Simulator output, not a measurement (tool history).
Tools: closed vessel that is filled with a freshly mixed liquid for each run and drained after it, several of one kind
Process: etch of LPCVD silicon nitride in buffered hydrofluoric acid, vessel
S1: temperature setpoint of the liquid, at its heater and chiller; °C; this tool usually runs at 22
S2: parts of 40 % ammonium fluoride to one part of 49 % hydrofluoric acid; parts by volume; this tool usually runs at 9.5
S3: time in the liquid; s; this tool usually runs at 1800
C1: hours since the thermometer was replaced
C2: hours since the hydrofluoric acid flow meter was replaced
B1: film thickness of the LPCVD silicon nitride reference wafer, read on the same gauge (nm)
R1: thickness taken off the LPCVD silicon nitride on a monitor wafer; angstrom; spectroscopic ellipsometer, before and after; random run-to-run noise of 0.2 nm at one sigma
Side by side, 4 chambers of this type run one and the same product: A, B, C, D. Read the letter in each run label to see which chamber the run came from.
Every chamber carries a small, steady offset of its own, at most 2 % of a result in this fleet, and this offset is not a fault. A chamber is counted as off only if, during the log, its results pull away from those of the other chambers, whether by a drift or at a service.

run   hour    S1   S2    S3      C1      C2      B1      R1
 1C    3.7    22  9.5  1800   869.4   925.1  140.02  203.37
 2A    8.3    22  9.5  1800   221.8  1262.4  139.99  198.94
 3B   12.4    22  9.5  1800   791.5   600.1  140.01   207.3
 4D   16.9    22  9.5  1800    76.6   289.1  140.04  203.17
 5A   20.8    24  9.5  1800   234.3  1274.9  140.06  225.59
 6B   26.8    24  9.5  1800   805.9   614.5  140.01  227.67
 7C   29.9    24  9.5  1800   895.6   951.3  140.02  223.66
 8D   35.4    24  9.5  1800    95.1   307.6  140.04  223.53
 9A   40.3    22  9.5  1800   253.8  1294.4  140.03  207.83
10C   45.2    22  9.5  1800   910.9   966.6  140.02  204.95
11D   51.3    22  9.5  1800     111   323.5  139.98  201.83
12B   57.3    22  9.5  1800   836.4     645  140.03  203.29
13A   61.2    22  9.5  1800   274.7  1315.3  140.01  200.91
14D   66.3    22  9.5  1800     126   338.5  139.98  197.75
15B   70.2    22  9.5  1800   849.3   657.9  139.99  207.33
16C   76.2    22  9.5  1800   941.9   997.6  140.05  197.15
17B   80.9    22  9.5  1800     860   668.6  139.99  205.33
18A   86.4    22  9.5  1800   299.9  1340.5  140.01   199.5
19C   90.1    22  9.5  1800   955.8  1011.5  140.03  203.75
20D   94.4    22  9.5  1800   154.1   366.6  140.01  197.79
21B  100.5    22  9.5  1800   879.6   688.2  139.98  207.54
22C  106.3    22  9.5  1800     972  1027.7  139.95  202.08
23D  112.4    22  9.5  1800   172.1   384.6  139.96  195.24
24A  117.1    22  9.5  1800   330.6  1371.2  139.97  206.18
25B  121.8    22  9.5  1800   900.9   709.5  140.03  205.37
26C  127.4    22  9.5  1800   993.1  1048.8     140  202.29
27D  133.8    22  9.5  1800   193.5     406     140  189.84
28A  139.3    22  9.5  1800   352.8  1393.4  139.99  204.16
29A  142.7    22  9.5  1800   356.2  1396.8  140.02  201.08
30C  147.5    22  9.5  1800  1013.2  1068.9  140.01  199.02
31D  153.9    22  9.5  1800   213.6   426.1  139.96  186.87
32B  157.8    22  9.5  1800   936.9   745.5  140.03  205.62
33D  161.8  19.5    6  1800   221.5     434  140.02  253.38
34A  166.7  19.5    6  1800   380.2  1420.8  139.96  274.46
35B  172.3  19.5    6  1800   951.4     760  139.98  279.55
36C  176.9  19.5    6  1800  1042.6  1098.3     140  266.37
37B  179.7    22  9.5  1800   958.8   767.4  140.02  203.81

Which is it: a chamber that has drifted or been left off by a service, a gauge drift common to all chambers, or only each chamber's usual small offset? If a chamber is off, name it and its likeliest cause.

Chamber D drifts away from the others.
Cause: hydrofluoric acid flow below the setpoint (%) = 11.6.
From this log alone, it may not be told apart from: liquid colder than its thermometer reads (K).

Here are 4 candidates for chamber D's next run, each the usual settings with a change, their results left as question marks. Which one brings its results back in line with what the others give on the usual settings?
Allowed miss from the other chambers' usual-settings mean, per result, to count as in line: R1 7.1 angstrom
38D-1  184.3  22     9  1915               ?
38D-2  184.3  22   9.5  1755               ?
38D-3  184.3  22   9.5  1855               ?
38D-4  184.3  22  10.5  1800               ?

On the usual settings, the other chambers give on average: R1 203.14 angstrom
  run      R1
38D-1  204.95
38D-2  178.16
38D-3  188.32
38D-4  165.69
38D-1 puts the chamber back in line with the other chambers.
